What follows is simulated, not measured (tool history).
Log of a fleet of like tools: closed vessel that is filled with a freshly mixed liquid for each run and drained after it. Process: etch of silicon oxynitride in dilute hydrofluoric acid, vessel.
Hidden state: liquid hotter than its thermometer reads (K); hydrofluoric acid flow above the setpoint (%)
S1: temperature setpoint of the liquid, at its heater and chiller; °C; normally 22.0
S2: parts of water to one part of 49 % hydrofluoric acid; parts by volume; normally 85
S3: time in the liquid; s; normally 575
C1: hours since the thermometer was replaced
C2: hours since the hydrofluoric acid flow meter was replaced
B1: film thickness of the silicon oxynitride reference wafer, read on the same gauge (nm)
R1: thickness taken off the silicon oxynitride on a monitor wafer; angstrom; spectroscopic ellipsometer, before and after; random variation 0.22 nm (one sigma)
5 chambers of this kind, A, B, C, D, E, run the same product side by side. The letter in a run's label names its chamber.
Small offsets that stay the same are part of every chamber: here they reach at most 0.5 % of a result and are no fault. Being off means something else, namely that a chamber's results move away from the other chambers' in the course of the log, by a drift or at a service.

run	hour	S1	S2	S3	C1	C2	B1	R1
1E	7.4	22.0	85	575	1429.6	920.7	89.981	300.57
2C	12.4	22.0	85	575	1411.1	748.4	89.977	300.58
3A	17.0	22.0	85	575	303.6	388.6	89.983	303.32
4D	22.4	22.0	85	575	905.7	1411.4	90.011	298.54
5B	29.4	22.0	85	575	851.6	1665.7	89.993	299.07
6A	35.1	22.0	85	575	321.7	406.7	90.027	300.57
7D	40.9	22.0	85	575	924.2	1429.9	89.987	296.43
8B	48.5	22.0	85	575	870.7	1684.8	89.996	300.01
# hour 53.6: chamber C: thermometer replaced
9C	54.8	22.0	85	575	1.3	790.8	90.004	295.45
10E	61.4	22.0	85	575	1483.6	974.7	90.006	303.18
# hour 67.1: chamber C: hydrofluoric acid flow meter replaced
11A	68.3	22.0	85	575	354.9	439.9	90.006	306.37
12C	74.6	22.0	95	305	21.1	7.5	90.003	139.12
13D	81.2	22.0	95	305	964.5	1470.2	89.991	139.97
14E	86.4	22.0	95	305	1508.6	999.7	89.959	141.37
15B	89.9	22.0	95	305	912.1	1726.2	89.981	139.53
16D	96.2	22.0	95	305	979.5	1485.2	90.001	141.33
17E	100.4	22.0	85	575	1522.6	1013.7	90.013	300.00
18B	106.2	27.0	85	385	928.4	1742.5	90.015	256.11
19C	114.0	27.0	85	385	60.5	46.9	89.995	254.12
# hour 116.5: chamber E: hydrofluoric acid flow meter replaced
20A	119.8	27.0	85	385	406.4	491.4	90.009	266.73
# hour 121.6: chamber D: hydrofluoric acid flow meter replaced
21B	126.9	27.0	85	385	949.1	1763.2	89.978	252.92
22D	132.2	27.0	85	385	1015.5	10.7	90.008	251.11
23E	137.3	22.0	85	575	1559.5	20.9	89.991	297.18
24A	142.4	22.0	85	575	429.0	514.0	90.038	323.22
25C	145.8	25.5	85	470	92.3	78.7	90.015	288.94
26E	153.0	25.5	85	470	1575.2	36.6	90.019	288.71
27D	159.0	25.5	85	470	1042.3	37.5	90.000	288.09
28B	162.7	25.5	85	470	984.9	1799.0	90.029	287.79
# hour 167.2: chamber A: hydrofluoric acid flow meter replaced
29C	169.4	25.5	85	470	115.9	102.3	90.012	294.24
30A	176.2	22.0	85	805	462.8	9.0	90.004	453.99
31A	181.6	22.0	85	805	468.2	14.4	90.008	453.19
32D	187.7	22.0	85	805	1071.0	66.2	90.003	416.77

Read the log: is a single chamber off, either drifting away or since a service, is the gauge that measures every chamber drifting, or is nothing wrong beyond small per-chamber offsets? Name any odd chamber and what most likely caused it.

Little by little, chamber A moves away from the other chambers.
Most likely cause: liquid hotter than its thermometer reads (K) = 1.86.

Here are 4 candidates for chamber A's next run, each the usual settings with a change, their results left as question marks. Which one brings its results back in line with what the others give on the usual settings?
Allowed miss from the other chambers' usual-settings mean, per result, to count as in line: R1 7.70 angstrom
33A-1	193.3	24.0	85	575				?
33A-2	193.3	22.0	85	530				?
33A-3	193.3	22.0	85	560				?
33A-4	193.3	22.0	85	590				?

What the other chambers average on the usual settings: R1 298.52 angstrom
run	R1
33A-1	359.91
33A-2	302.05
33A-3	319.15
33A-4	336.25
The answer is 33A-2, which returns the chamber to within the allowed miss of the others.
